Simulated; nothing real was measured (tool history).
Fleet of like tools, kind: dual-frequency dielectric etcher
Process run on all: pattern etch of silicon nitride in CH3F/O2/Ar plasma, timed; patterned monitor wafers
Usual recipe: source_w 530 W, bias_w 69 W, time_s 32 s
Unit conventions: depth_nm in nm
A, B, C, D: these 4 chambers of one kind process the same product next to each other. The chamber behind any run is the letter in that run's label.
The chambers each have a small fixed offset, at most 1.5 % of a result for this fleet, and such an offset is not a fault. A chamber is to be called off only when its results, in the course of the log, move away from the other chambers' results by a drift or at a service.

| run | hour | source_w | bias_w | time_s | read-back reference wafer on the same gauge, depth_nm | depth_nm |
|---|---|---|---|---|---|---|
| 1C | 8.6 | 530 | 69 | 32 | 27.515 | 24.29 |
| 2D | 18.4 | 530 | 69 | 32 | 27.507 | 24.81 |
| 3B | 25.9 | 530 | 69 | 32 | 27.506 | 24.352 |
| 4A | 32.8 | 530 | 69 | 32 | 27.518 | 24.283 |
| 5C | 42 | 530 | 69 | 32 | 27.515 | 24.294 |
| 6B | 55.9 | 530 | 69 | 32 | 27.53 | 24.39 |
|  | 59 | chamber D: wet clean of the chamber |
| 7D | 69 | 530 | 69 | 32 | 27.523 | 24.829 |
| 8A | 78.7 | 530 | 69 | 32 | 27.542 | 24.218 |
| 9A | 93 | 530 | 69 | 32 | 27.545 | 24.23 |
| 10D | 106.1 | 530 | 69 | 32 | 27.555 | 24.867 |
| 11B | 115.8 | 420 | 69 | 23 | 27.559 | 16.007 |
| 12C | 124.4 | 420 | 69 | 23 | 27.556 | 16.072 |
| 13A | 132.7 | 420 | 69 | 23 | 27.569 | 15.954 |
| 14C | 143.1 | 420 | 69 | 23 | 27.586 | 16.038 |
|  | 150.9 | chamber D: bias power generator calibrated |
| 15D | 154.8 | 530 | 69 | 32 | 27.578 | 24.915 |
| 16B | 169.5 | 530 | 69 | 32 | 27.582 | 24.375 |
| 17D | 180.2 | 530 | 69 | 32 | 27.577 | 24.926 |
| 18A | 191.7 | 530 | 69 | 32 | 27.593 | 24.271 |
| 19C | 203.7 | 530 | 69 | 32 | 27.6 | 24.479 |
| 20B | 214.3 | 530 | 69 | 32 | 27.603 | 24.42 |
| 21B | 223.5 | 530 | 69 | 32 | 27.616 | 24.357 |
| 22A | 237.3 | 530 | 69 | 32 | 27.617 | 24.324 |
| 23D | 245.1 | 530 | 83 | 27 | 27.619 | 22.43 |
| 24C | 255 | 530 | 83 | 27 | 27.626 | 21.918 |
| 25B | 261.8 | 530 | 83 | 27 | 27.624 | 21.935 |
| 26A | 268.3 | 530 | 83 | 27 | 27.627 | 21.888 |
| 27C | 280.2 | 530 | 69 | 32 | 27.649 | 24.413 |
| 28D | 289 | 530 | 69 | 32 | 27.657 | 24.882 |
| 29B | 300.7 | 530 | 69 | 32 | 27.646 | 24.402 |
|  | 303.8 | chamber A: source power generator calibrated |
| 30D | 309.8 | 530 | 69 | 36 | 27.641 | 28.053 |
| 31C | 319.4 | 530 | 69 | 36 | 27.655 | 27.571 |
| 32A | 325.9 | 530 | 69 | 36 | 27.675 | 27.474 |
| 33C | 339.7 | 530 | 69 | 36 | 27.66 | 27.522 |
| 34D | 347.2 | 530 | 69 | 32 | 27.675 | 24.99 |

Does one chamber stand apart from the rest, does the shared gauge drift, or is all well apart from small per-chamber offsets? Give the chamber and the most likely cause, where there is one.

No chamber is off; the gauge reading every chamber's wafers drifts, which makes the whole fleet appear to move together.
Likeliest cause: gauge reads high (%) = 0.654.
